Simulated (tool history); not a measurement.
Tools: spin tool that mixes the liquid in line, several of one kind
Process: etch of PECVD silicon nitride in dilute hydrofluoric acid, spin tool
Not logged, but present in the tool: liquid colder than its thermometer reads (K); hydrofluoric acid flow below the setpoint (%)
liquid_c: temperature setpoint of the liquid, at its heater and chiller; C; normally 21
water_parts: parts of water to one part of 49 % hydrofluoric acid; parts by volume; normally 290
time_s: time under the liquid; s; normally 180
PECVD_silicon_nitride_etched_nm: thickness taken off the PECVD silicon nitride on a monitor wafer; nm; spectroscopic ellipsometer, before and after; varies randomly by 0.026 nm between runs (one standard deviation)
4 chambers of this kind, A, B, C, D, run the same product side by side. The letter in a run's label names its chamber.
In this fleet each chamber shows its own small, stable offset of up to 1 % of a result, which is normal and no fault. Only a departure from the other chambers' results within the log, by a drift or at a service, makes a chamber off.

run	hour	liquid_c	water_parts	time_s	hours since the thermometer was replaced	hours since the hydrofluoric acid flow meter was replaced	read-back film thickness of the PECVD silicon nitride reference wafer, read on the same gauge (nm)	PECVD_silicon_nitride_etched_nm
1B	2.2	21	290	180	115.6	672.8	49.957	2.9367
2D	5.1	21	290	180	358.4	200.9	49.991	2.9878
3A	9.1	21	290	180	287.1	538.9	49.992	2.915
4C	12.4	21	290	180	1733.9	1456.1	50.022	2.9278
5C	16.5	21	290	180	1738	1460.2	49.936	2.9362
6B	18.9	21	290	180	132.3	689.5	49.989	2.9385
7D	22.3	21	290	180	375.6	218.1	50.035	2.9179
8A	25.1	21	290	180	303.1	554.9	49.998	2.9767
9B	28.7	21	290	180	142.1	699.3	50	2.9414
10A	30.9	21	290	180	308.9	560.7	49.993	2.9807
11C	34.6	21	290	180	1756.1	1478.3	49.989	2.8854
12D	38.7	21	290	180	392	234.5	50.019	2.8865
13D	42.5	23.5	150	180	395.8	238.3	49.945	6.4553
14A	46.2	23.5	150	180	324.2	576	49.999	6.5363
15B	48.4	23.5	150	180	161.8	719	50.017	6.4872
16C	50.6	23.5	150	180	1772.1	1494.3	50.035	6.5548
17D	53.3	22.5	290	180	406.6	249.1	49.988	3.133
18B	56.6	22.5	290	180	170	727.2	49.965	3.2581
19C	59.3	22.5	290	180	1780.8	1503	49.997	3.2252
20A	63.7	22.5	290	180	341.7	593.5	50.005	3.2617
21B	66.1	21	165	180	179.5	736.7	49.973	5.0941
22C	70.2	21	165	180	1791.7	1513.9	50.038	5.0355
23D	72.6	21	165	180	425.9	268.4	49.991	4.8499
24A	74.7	21	165	180	352.7	604.5	49.997	5.0055
25A	77.4	21	290	180	355.4	607.2	50.032	2.9535

Predict what each chamber gives when all 4 of them run the settings below next.
26A	80.6	21	290	180				?
26B	80.6	21	290	180				?
26C	80.6	21	290	180				?
26D	80.6	21	290	180				?

run	PECVD_silicon_nitride_etched_nm
26A	2.8995
26B	2.9438
26C	2.946
26D	2.7387

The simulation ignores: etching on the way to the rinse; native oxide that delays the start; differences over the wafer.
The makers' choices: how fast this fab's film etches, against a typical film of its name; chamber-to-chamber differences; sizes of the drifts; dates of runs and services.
